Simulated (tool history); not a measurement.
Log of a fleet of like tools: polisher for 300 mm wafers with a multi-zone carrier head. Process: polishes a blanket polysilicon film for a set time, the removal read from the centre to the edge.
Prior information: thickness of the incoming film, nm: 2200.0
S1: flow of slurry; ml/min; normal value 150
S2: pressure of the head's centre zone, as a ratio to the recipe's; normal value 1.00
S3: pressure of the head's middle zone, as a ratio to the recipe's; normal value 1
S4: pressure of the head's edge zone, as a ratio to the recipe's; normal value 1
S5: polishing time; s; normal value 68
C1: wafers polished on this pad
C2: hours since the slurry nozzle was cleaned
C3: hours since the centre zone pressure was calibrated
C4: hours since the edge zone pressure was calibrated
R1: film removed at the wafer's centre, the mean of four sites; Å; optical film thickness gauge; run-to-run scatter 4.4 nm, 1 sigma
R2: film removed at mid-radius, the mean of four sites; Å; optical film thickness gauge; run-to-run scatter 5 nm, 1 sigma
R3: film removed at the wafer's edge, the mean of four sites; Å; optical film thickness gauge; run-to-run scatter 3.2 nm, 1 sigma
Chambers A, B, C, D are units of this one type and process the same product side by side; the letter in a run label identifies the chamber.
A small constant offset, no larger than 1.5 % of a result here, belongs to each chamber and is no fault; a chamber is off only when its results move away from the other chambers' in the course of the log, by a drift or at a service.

{"run": "1D", "hour": 7.5, "S1": 150, "S2": 1.0, "S3": 1, "S4": 1, "S5": 68, "C1": 328, "C2": 395.5, "C3": 226.7, "C4": 518.7, "R1": 3914.0, "R2": 3972.5, "R3": 3951.8}
{"run": "2B", "hour": 13.5, "S1": 150, "S2": 1.0, "S3": 1, "S4": 1, "S5": 68, "C1": 526, "C2": 609.3, "C3": 552.0, "C4": 315.2, "R1": 4058.0, "R2": 3912.5, "R3": 3970.4}
{"hour": 14.2, "done": "chamber A: worn pad replaced by a new one"}
{"run": "3C", "hour": 24.0, "S1": 150, "S2": 1.0, "S3": 1, "S4": 1, "S5": 68, "C1": 366, "C2": 327.9, "C3": 1373.9, "C4": 315.2, "R1": 3943.4, "R2": 3870.6, "R3": 3971.4}
{"run": "4A", "hour": 30.2, "S1": 150, "S2": 1.0, "S3": 1, "S4": 1, "S5": 68, "C1": 162, "C2": 173.9, "C3": 114.4, "C4": 1028.0, "R1": 4040.5, "R2": 3980.0, "R3": 3871.2}
{"run": "5D", "hour": 39.2, "S1": 150, "S2": 1.08, "S3": 1, "S4": 1, "S5": 76, "C1": 648, "C2": 427.2, "C3": 258.4, "C4": 550.4, "R1": 4888.1, "R2": 4454.8, "R3": 4465.3}
{"run": "6A", "hour": 47.7, "S1": 150, "S2": 1.08, "S3": 1, "S4": 1, "S5": 76, "C1": 338, "C2": 191.4, "C3": 131.9, "C4": 1045.5, "R1": 4870.9, "R2": 4424.6, "R3": 4410.0}
{"hour": 54.5, "done": "chamber C: slurry nozzle cleaned"}
{"hour": 56.4, "done": "chamber D: worn pad replaced by a new one"}
{"run": "7C", "hour": 58.1, "S1": 150, "S2": 1.08, "S3": 1, "S4": 1, "S5": 76, "C1": 711, "C2": 3.6, "C3": 1408.0, "C4": 349.3, "R1": 4883.5, "R2": 4374.6, "R3": 4437.7}
{"run": "8B", "hour": 62.7, "S1": 150, "S2": 1.08, "S3": 1, "S4": 1, "S5": 76, "C1": 1023, "C2": 658.5, "C3": 601.2, "C4": 364.4, "R1": 4832.3, "R2": 4404.7, "R3": 4392.4}
{"hour": 67.1, "done": "chamber B: centre zone pressure recalibrated"}
{"run": "9B", "hour": 67.7, "S1": 150, "S2": 1.0, "S3": 1, "S4": 1, "S5": 68, "C1": 1073, "C2": 663.5, "C3": 0.7, "C4": 369.4, "R1": 3937.3, "R2": 3952.4, "R3": 3971.6}
{"run": "10C", "hour": 77.0, "S1": 150, "S2": 1.0, "S3": 1, "S4": 1, "S5": 68, "C1": 902, "C2": 22.5, "C3": 1426.9, "C4": 368.2, "R1": 4018.5, "R2": 3966.4, "R3": 3925.0}
{"hour": 78.0, "done": "chamber B: slurry nozzle cleaned"}
{"run": "11D", "hour": 85.6, "S1": 150, "S2": 1.0, "S3": 1, "S4": 1, "S5": 68, "C1": 295, "C2": 473.6, "C3": 304.8, "C4": 596.8, "R1": 3944.7, "R2": 3972.7, "R3": 3952.7}
{"hour": 91.7, "done": "chamber A: worn pad replaced by a new one"}
{"hour": 91.9, "done": "chamber B: worn pad replaced by a new one"}
{"run": "12A", "hour": 93.8, "S1": 150, "S2": 1.0, "S3": 1, "S4": 1, "S5": 68, "C1": 21, "C2": 237.5, "C3": 178.0, "C4": 1091.6, "R1": 4011.6, "R2": 3918.4, "R3": 3846.3}
{"run": "13C", "hour": 101.3, "S1": 150, "S2": 1.0, "S3": 1, "S4": 1, "S5": 68, "C1": 1147, "C2": 46.8, "C3": 1451.2, "C4": 392.5, "R1": 3901.8, "R2": 4012.4, "R3": 3932.8}
{"run": "14B", "hour": 109.8, "S1": 150, "S2": 1.0, "S3": 1, "S4": 1, "S5": 68, "C1": 181, "C2": 31.8, "C3": 42.8, "C4": 411.5, "R1": 3998.1, "R2": 3953.4, "R3": 3944.0}
{"hour": 111.3, "done": "chamber C: worn pad replaced by a new one"}
{"run": "15A", "hour": 116.0, "S1": 150, "S2": 1.0, "S3": 1, "S4": 1, "S5": 68, "C1": 245, "C2": 259.7, "C3": 200.2, "C4": 1113.8, "R1": 3942.3, "R2": 4035.1, "R3": 3982.9}
{"hour": 121.9, "done": "chamber C: edge zone pressure recalibrated"}
{"run": "16D", "hour": 125.1, "S1": 150, "S2": 1.0, "S3": 1, "S4": 1, "S5": 68, "C1": 694, "C2": 513.1, "C3": 344.3, "C4": 636.3, "R1": 3904.6, "R2": 4004.8, "R3": 3965.5}
{"run": "17D", "hour": 134.2, "S1": 150, "S2": 1.0, "S3": 1, "S4": 1, "S5": 68, "C1": 786, "C2": 522.2, "C3": 353.4, "C4": 645.4, "R1": 3917.7, "R2": 3955.5, "R3": 3965.8}
{"run": "18B", "hour": 143.0, "S1": 150, "S2": 0.9, "S3": 1, "S4": 1, "S5": 68, "C1": 517, "C2": 65.0, "C3": 76.0, "C4": 444.7, "R1": 3590.6, "R2": 3947.9, "R3": 3962.6}
{"run": "19C", "hour": 149.4, "S1": 150, "S2": 0.9, "S3": 1, "S4": 1, "S5": 68, "C1": 385, "C2": 94.9, "C3": 1499.3, "C4": 27.5, "R1": 3563.6, "R2": 3860.1, "R3": 3908.0}
{"hour": 151.1, "done": "chamber D: worn pad replaced by a new one"}
{"hour": 153.5, "done": "chamber A: worn pad replaced by a new one"}
{"run": "20A", "hour": 158.8, "S1": 150, "S2": 0.9, "S3": 1, "S4": 1, "S5": 68, "C1": 54, "C2": 302.5, "C3": 243.0, "C4": 1156.6, "R1": 3555.8, "R2": 3930.1, "R3": 3910.5}
{"run": "21C", "hour": 164.7, "S1": 150, "S2": 0.9, "S3": 1, "S4": 1, "S5": 68, "C1": 540, "C2": 110.2, "C3": 1514.6, "C4": 42.8, "R1": 3450.8, "R2": 3962.9, "R3": 3941.3}
{"run": "22D", "hour": 169.4, "S1": 150, "S2": 1.0, "S3": 1, "S4": 1, "S5": 68, "C1": 185, "C2": 557.4, "C3": 388.6, "C4": 680.6, "R1": 3944.5, "R2": 3923.9, "R3": 3957.0}
{"run": "23A", "hour": 175.4, "S1": 150, "S2": 0.9, "S3": 1, "S4": 1, "S5": 68, "C1": 222, "C2": 319.1, "C3": 259.6, "C4": 1173.2, "R1": 3515.7, "R2": 3913.5, "R3": 3972.3}
{"run": "24B", "hour": 183.9, "S1": 150, "S2": 0.9, "S3": 1, "S4": 1, "S5": 68, "C1": 930, "C2": 105.9, "C3": 116.9, "C4": 485.6, "R1": 3576.2, "R2": 3981.4, "R3": 3924.1}
{"run": "25D", "hour": 192.2, "S1": 150, "S2": 0.9, "S3": 1, "S4": 1, "S5": 68, "C1": 415, "C2": 580.2, "C3": 411.4, "C4": 703.4, "R1": 3472.3, "R2": 3940.3, "R3": 3912.6}
{"run": "26C", "hour": 200.8, "S1": 150, "S2": 0.9, "S3": 1, "S4": 1, "S5": 68, "C1": 904, "C2": 146.3, "C3": 1550.7, "C4": 78.9, "R1": 3614.3, "R2": 3914.1, "R3": 3960.2}
{"run": "27A", "hour": 207.6, "S1": 150, "S2": 1.0, "S3": 1, "S4": 1, "S5": 68, "C1": 547, "C2": 351.3, "C3": 291.8, "C4": 1205.4, "R1": 4039.0, "R2": 3840.7, "R3": 3904.2}
{"run": "28B", "hour": 213.1, "S1": 150, "S2": 1.0, "S3": 1, "S4": 1, "S5": 68, "C1": 1224, "C2": 135.1, "C3": 146.1, "C4": 514.8, "R1": 4022.1, "R2": 3967.7, "R3": 3900.4}
{"hour": 220.7, "done": "chamber A: worn pad replaced by a new one"}
{"hour": 221.7, "done": "chamber B: worn pad replaced by a new one"}
{"run": "29A", "hour": 222.5, "S1": 150, "S2": 1.0, "S3": 1, "S4": 1, "S5": 68, "C1": 18, "C2": 366.2, "C3": 306.7, "C4": 1220.3, "R1": 4049.0, "R2": 3943.7, "R3": 3990.1}
{"run": "30C", "hour": 232.0, "S1": 150, "S2": 1.0, "S3": 1, "S4": 1, "S5": 68, "C1": 1219, "C2": 177.5, "C3": 1581.9, "C4": 110.1, "R1": 3972.8, "R2": 3915.2, "R3": 3946.6}
{"hour": 236.0, "done": "chamber C: worn pad replaced by a new one"}
{"run": "31D", "hour": 241.2, "S1": 150, "S2": 1.0, "S3": 1, "S4": 1, "S5": 68, "C1": 910, "C2": 629.2, "C3": 460.4, "C4": 752.4, "R1": 3950.6, "R2": 3969.1, "R3": 3934.3}
{"hour": 241.3, "done": "chamber D: worn pad replaced by a new one"}
{"run": "32B", "hour": 246.1, "S1": 150, "S2": 1.0, "S3": 1, "S4": 1, "S5": 68, "C1": 247, "C2": 168.1, "C3": 179.1, "C4": 547.8, "R1": 3980.8, "R2": 3948.1, "R3": 3950.3}
{"run": "33A", "hour": 253.6, "S1": 150, "S2": 1.0, "S3": 1, "S4": 1, "S5": 68, "C1": 332, "C2": 397.3, "C3": 337.8, "C4": 1251.4, "R1": 4000.7, "R2": 3891.4, "R3": 3893.5}
{"run": "34C", "hour": 260.4, "S1": 150, "S2": 1.0, "S3": 1, "S4": 1, "S5": 68, "C1": 247, "C2": 205.9, "C3": 1610.3, "C4": 138.5, "R1": 3898.4, "R2": 3987.6, "R3": 4027.2}
{"run": "35D", "hour": 267.4, "S1": 150, "S2": 1.0, "S3": 1, "S4": 1, "S5": 86, "C1": 263, "C2": 655.4, "C3": 486.6, "C4": 778.6, "R1": 5019.4, "R2": 5083.4, "R3": 5024.9}
{"hour": 273.1, "done": "chamber B: edge zone pressure recalibrated"}
{"run": "36B", "hour": 275.0, "S1": 150, "S2": 1.0, "S3": 1, "S4": 1, "S5": 86, "C1": 538, "C2": 197.0, "C3": 208.0, "C4": 2.0, "R1": 5094.5, "R2": 4987.6, "R3": 4982.9}

Next, all 4 chambers run the settings below, one line each with question marks for the results. What does each chamber give?
{"run": "37A", "hour": 282.6, "S1": 150, "S2": 1.0, "S3": 1, "S4": 1, "S5": 68, "R1": "?", "R2": "?", "R3": "?"}
{"run": "37B", "hour": 282.6, "S1": 150, "S2": 1.0, "S3": 1, "S4": 1, "S5": 68, "R1": "?", "R2": "?", "R3": "?"}
{"run": "37C", "hour": 282.6, "S1": 150, "S2": 1.0, "S3": 1, "S4": 1, "S5": 68, "R1": "?", "R2": "?", "R3": "?"}
{"run": "37D", "hour": 282.6, "S1": 150, "S2": 1.0, "S3": 1, "S4": 1, "S5": 68, "R1": "?", "R2": "?", "R3": "?"}

run=37A R1=4000.7 R2=3985.9 R3=3963.7
run=37B R1=4024.3 R2=3972.9 R3=3960.7
run=37C R1=3988.5 R2=4002.4 R3=3984.5
run=37D R1=3957.2 R2=4022.4 R3=3954.7
